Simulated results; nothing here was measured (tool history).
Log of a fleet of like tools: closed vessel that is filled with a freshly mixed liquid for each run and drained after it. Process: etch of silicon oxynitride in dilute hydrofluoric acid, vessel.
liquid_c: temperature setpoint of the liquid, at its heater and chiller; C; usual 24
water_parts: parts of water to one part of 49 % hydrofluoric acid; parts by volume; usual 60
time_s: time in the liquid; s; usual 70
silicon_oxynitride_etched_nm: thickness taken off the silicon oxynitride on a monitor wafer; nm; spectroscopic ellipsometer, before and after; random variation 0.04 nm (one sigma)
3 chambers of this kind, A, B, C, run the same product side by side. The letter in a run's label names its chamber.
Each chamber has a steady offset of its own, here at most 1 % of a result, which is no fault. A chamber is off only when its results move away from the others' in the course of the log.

run  hour  liquid_c  water_parts  time_s  read-back film thickness of the silicon oxynitride reference wafer, read on the same gauge (nm)  silicon_oxynitride_etched_nm
 1C   2.7        24           60      70                                                                                           30.041                        5.0439
 2A   6.4        24           60      70                                                                                           30.001                        5.0747
 3B   9.2        24           60      70                                                                                           29.971                        4.9566
 4B  13.1        24           60      70                                                                                           29.989                        4.9508
 5A  15.4        21           35      70                                                                                           29.998                        7.7099
 6C  17.6        21           35      70                                                                                           30.014                        7.3378
 7A  20.8        21           35      70                                                                                           29.997                         7.645
 8C    25        24           60      70                                                                                           30.004                        4.9764
 9B  28.9        24           60      70                                                                                           30.009                        4.8291
10B  32.1        24           75      70                                                                                           30.003                        3.8587
11C  35.3        24           75      70                                                                                           30.016                        3.9327
12A  39.3        24           75      70                                                                                           30.024                        3.9821
13B  41.9        24           60      70                                                                                           30.016                        4.7822
14A  44.9        24           60      70                                                                                            29.99                        5.0206
15C  47.5        24           60      70                                                                                           30.029                        4.9149
16A  50.7        24           60      70                                                                                           29.983                        5.0836
17C  53.3        24           60     100                                                                                           30.001                        7.1635
18B  55.6        24           60     100                                                                                           29.977                        6.5195
19A  58.2        24           60     100                                                                                           29.971                        7.0772
     59.2  -- chamber C: hydrofluoric acid flow meter replaced
20B  60.2        24           60      70                                                                                           30.002                        4.5303
21C  64.1        24           90      70                                                                                           29.971                        3.3094

What goes on in this fleet: one chamber off, a drifting gauge, or nothing beyond the chambers' own small offsets? Name the chamber and the cause, if any.

Chamber B drifts away from the others.
Cause: hydrofluoric acid flow below the setpoint (%) = 10.1.
The log may not tell that from: liquid colder than its thermometer reads (K).

Here are 4 candidates for chamber B's next run, each the usual settings with a change, their results left as question marks. Which one brings its results back in line with what the others give on the usual settings?
In line means no further than this from the other chambers' mean on the usual settings: silicon_oxynitride_etched_nm 0.14 nm
22B-1  67.1        22           60      70                                                                                                                              ?
22B-2  67.1      24.5           55      70                                                                                                                              ?
22B-3  67.1      24.5           55      75                                                                                                                              ?
22B-4  67.1      23.5           65      65                                                                                                                              ?

The other chambers' mean on the usual settings: silicon_oxynitride_etched_nm 5.0152 nm
  run  silicon_oxynitride_etched_nm
22B-1                        4.1081
22B-2                        5.0821
22B-3                        5.4451
22B-4                        3.7749
22B-2 brings the chamber back in line.

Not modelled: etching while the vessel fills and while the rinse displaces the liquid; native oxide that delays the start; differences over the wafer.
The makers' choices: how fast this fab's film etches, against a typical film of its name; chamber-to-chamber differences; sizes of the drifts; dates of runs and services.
